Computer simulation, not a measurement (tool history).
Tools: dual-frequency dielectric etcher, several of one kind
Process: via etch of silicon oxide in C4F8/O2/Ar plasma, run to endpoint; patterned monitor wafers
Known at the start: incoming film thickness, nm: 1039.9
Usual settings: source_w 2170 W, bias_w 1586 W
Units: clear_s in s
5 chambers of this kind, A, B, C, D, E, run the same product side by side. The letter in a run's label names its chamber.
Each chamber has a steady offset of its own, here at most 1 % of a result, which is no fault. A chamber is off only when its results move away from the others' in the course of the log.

run	day	source_w	bias_w	clear_s
1C	0.55	2170	1586	210.45
2E	0.929	2170	1586	214.88
3B	1.212	2170	1586	210.94
4A	1.788	2170	1586	213.23
5D	2.333	2170	1586	213.77
6D	2.971	1740	1951	221.57
7A	3.608	1740	1951	217.54
# day 3.654: chamber E: wet clean of the chamber
8C	4.004	1740	1951	218.76
9B	4.458	1740	1951	215.74
10E	5.021	1740	1951	220.97
11A	5.308	2170	1586	210.11
12B	5.85	2170	1586	209.83
13D	6.467	2390	1586	205.25
14C	6.946	2390	1586	203.5
15E	7.396	2390	1586	203.76
16C	7.75	2390	1586	204.09
17B	8.225	2390	1586	201.79
18E	8.696	2170	1586	213.36
19D	9.196	2170	1586	213.89
20A	9.696	2170	1586	210.52
21D	10.125	2170	1586	212.85
22C	10.433	2170	1586	212.94
23E	10.825	2170	1586	212.83
24A	11.429	2170	1586	209.83
25B	11.717	2170	1586	209.12
26A	12.325	2170	1586	208.78
# day 12.358: chamber D: source power generator calibrated
# day 12.367: chamber D: wet clean of the chamber
# day 12.762: chamber C: source power generator calibrated
27E	12.817	2170	1586	212.6
28C	13.396	2170	1586	212.48
29D	13.862	2170	1586	212.8
30B	14.4	2170	1586	210.11
31B	14.796	2170	1586	209.38
# day 14.933: chamber C: wet clean of the chamber
32E	15.325	2170	1586	213.65
33C	15.804	2170	1586	211.42
34A	16.129	2170	1586	206.52
35D	16.638	2170	1586	214.6
36C	16.95	2170	1586	210.53
37A	17.258	2170	1586	206.92
38B	17.829	2170	1586	209.3
39E	18.321	2170	1586	213.39
40D	18.633	2170	1586	214.68
41A	19.208	2170	1586	206.41
42C	19.654	2170	1586	211.07

What goes on in this fleet: one chamber off, a drifting gauge, or nothing beyond the chambers' own small offsets? Name the chamber and the cause, if any.

Chamber A drifts away from the others.
Cause: etch rate over this chamber's usual, % = 2.97.

Here are 4 candidates for chamber A's next run, each the usual settings with a change, their results left as question marks. Which one brings its results back in line with what the others give on the usual settings?
In line means no further than this from the other chambers' mean on the usual settings: clear_s 2.6 s
43A-1	20.108	2170	1394	?
43A-2	20.108	1930	1472	?
43A-3	20.108	2340	1586	?
43A-4	20.108	2170	1998	?

The other chambers' mean on the usual settings: clear_s 212.11 s
run	clear_s
43A-1	212.8
43A-2	220.17
43A-3	199.49
43A-4	193.16
43A-1 brings the chamber back in line.
